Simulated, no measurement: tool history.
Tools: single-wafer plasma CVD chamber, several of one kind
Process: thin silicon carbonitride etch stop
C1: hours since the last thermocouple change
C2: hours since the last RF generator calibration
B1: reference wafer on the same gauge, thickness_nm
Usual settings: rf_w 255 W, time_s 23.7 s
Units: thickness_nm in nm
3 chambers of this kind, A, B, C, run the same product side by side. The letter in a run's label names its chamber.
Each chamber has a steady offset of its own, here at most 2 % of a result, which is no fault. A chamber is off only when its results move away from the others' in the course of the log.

{"run": "1C", "hour": 8.5, "rf_w": 255, "time_s": 23.7, "C1": 186.4, "C2": 401.6, "B1": 16.9, "thickness_nm": 14.447}
{"run": "2A", "hour": 14.6, "rf_w": 255, "time_s": 23.7, "C1": 1143.5, "C2": 2054.3, "B1": 16.9, "thickness_nm": 14.583}
{"run": "3B", "hour": 22.1, "rf_w": 255, "time_s": 23.7, "C1": 1072.3, "C2": 471.5, "B1": 16.911, "thickness_nm": 14.761}
{"run": "4C", "hour": 31.1, "rf_w": 255, "time_s": 23.7, "C1": 209, "C2": 424.2, "B1": 16.879, "thickness_nm": 14.605}
{"run": "5B", "hour": 40.3, "rf_w": 255, "time_s": 23.7, "C1": 1090.5, "C2": 489.7, "B1": 16.907, "thickness_nm": 14.77}
{"run": "6A", "hour": 50.3, "rf_w": 255, "time_s": 23.7, "C1": 1179.2, "C2": 2090, "B1": 16.898, "thickness_nm": 14.623}
{"run": "7C", "hour": 59.7, "rf_w": 255, "time_s": 23.7, "C1": 237.6, "C2": 452.8, "B1": 16.882, "thickness_nm": 14.441}
{"run": "8B", "hour": 66.4, "rf_w": 255, "time_s": 23.7, "C1": 1116.6, "C2": 515.8, "B1": 16.882, "thickness_nm": 14.777}
{"run": "9A", "hour": 76.4, "rf_w": 255, "time_s": 23.7, "C1": 1205.3, "C2": 2116.1, "B1": 16.907, "thickness_nm": 14.682}
{"run": "10A", "hour": 86.4, "rf_w": 255, "time_s": 25.8, "C1": 1215.3, "C2": 2126.1, "B1": 16.902, "thickness_nm": 15.781}
{"run": "11C", "hour": 93.0, "rf_w": 255, "time_s": 25.8, "C1": 270.9, "C2": 486.1, "B1": 16.906, "thickness_nm": 15.894}
{"run": "12B", "hour": 102.3, "rf_w": 255, "time_s": 25.8, "C1": 1152.5, "C2": 551.7, "B1": 16.904, "thickness_nm": 16.174}
{"run": "13B", "hour": 108.4, "rf_w": 255, "time_s": 23.7, "C1": 1158.6, "C2": 557.8, "B1": 16.898, "thickness_nm": 14.707}
{"run": "14A", "hour": 120.3, "rf_w": 255, "time_s": 20.7, "C1": 1249.2, "C2": 2160, "B1": 16.9, "thickness_nm": 12.792}
{"run": "15C", "hour": 126.1, "rf_w": 255, "time_s": 20.7, "C1": 304, "C2": 519.2, "B1": 16.91, "thickness_nm": 12.665}
{"run": "16A", "hour": 133.2, "rf_w": 255, "time_s": 20.7, "C1": 1262.1, "C2": 2172.9, "B1": 16.9, "thickness_nm": 12.862}
{"run": "17B", "hour": 142.9, "rf_w": 255, "time_s": 23.7, "C1": 1193.1, "C2": 592.3, "B1": 16.908, "thickness_nm": 14.915}
{"run": "18C", "hour": 148.9, "rf_w": 255, "time_s": 23.7, "C1": 326.8, "C2": 542, "B1": 16.908, "thickness_nm": 14.52}
{"run": "19C", "hour": 155.9, "rf_w": 255, "time_s": 23.7, "C1": 333.8, "C2": 549, "B1": 16.891, "thickness_nm": 14.512}
{"run": "20B", "hour": 162.5, "rf_w": 255, "time_s": 23.7, "C1": 1212.7, "C2": 611.9, "B1": 16.901, "thickness_nm": 14.844}
{"run": "21A", "hour": 169.2, "rf_w": 255, "time_s": 23.7, "C1": 1298.1, "C2": 2208.9, "B1": 16.89, "thickness_nm": 14.443}

What goes on in this fleet: one chamber off, a drifting gauge, or nothing beyond the chambers' own small offsets? Name the chamber and the cause, if any.

No chamber stands off beyond its own small offset, and the gauge holds steady.
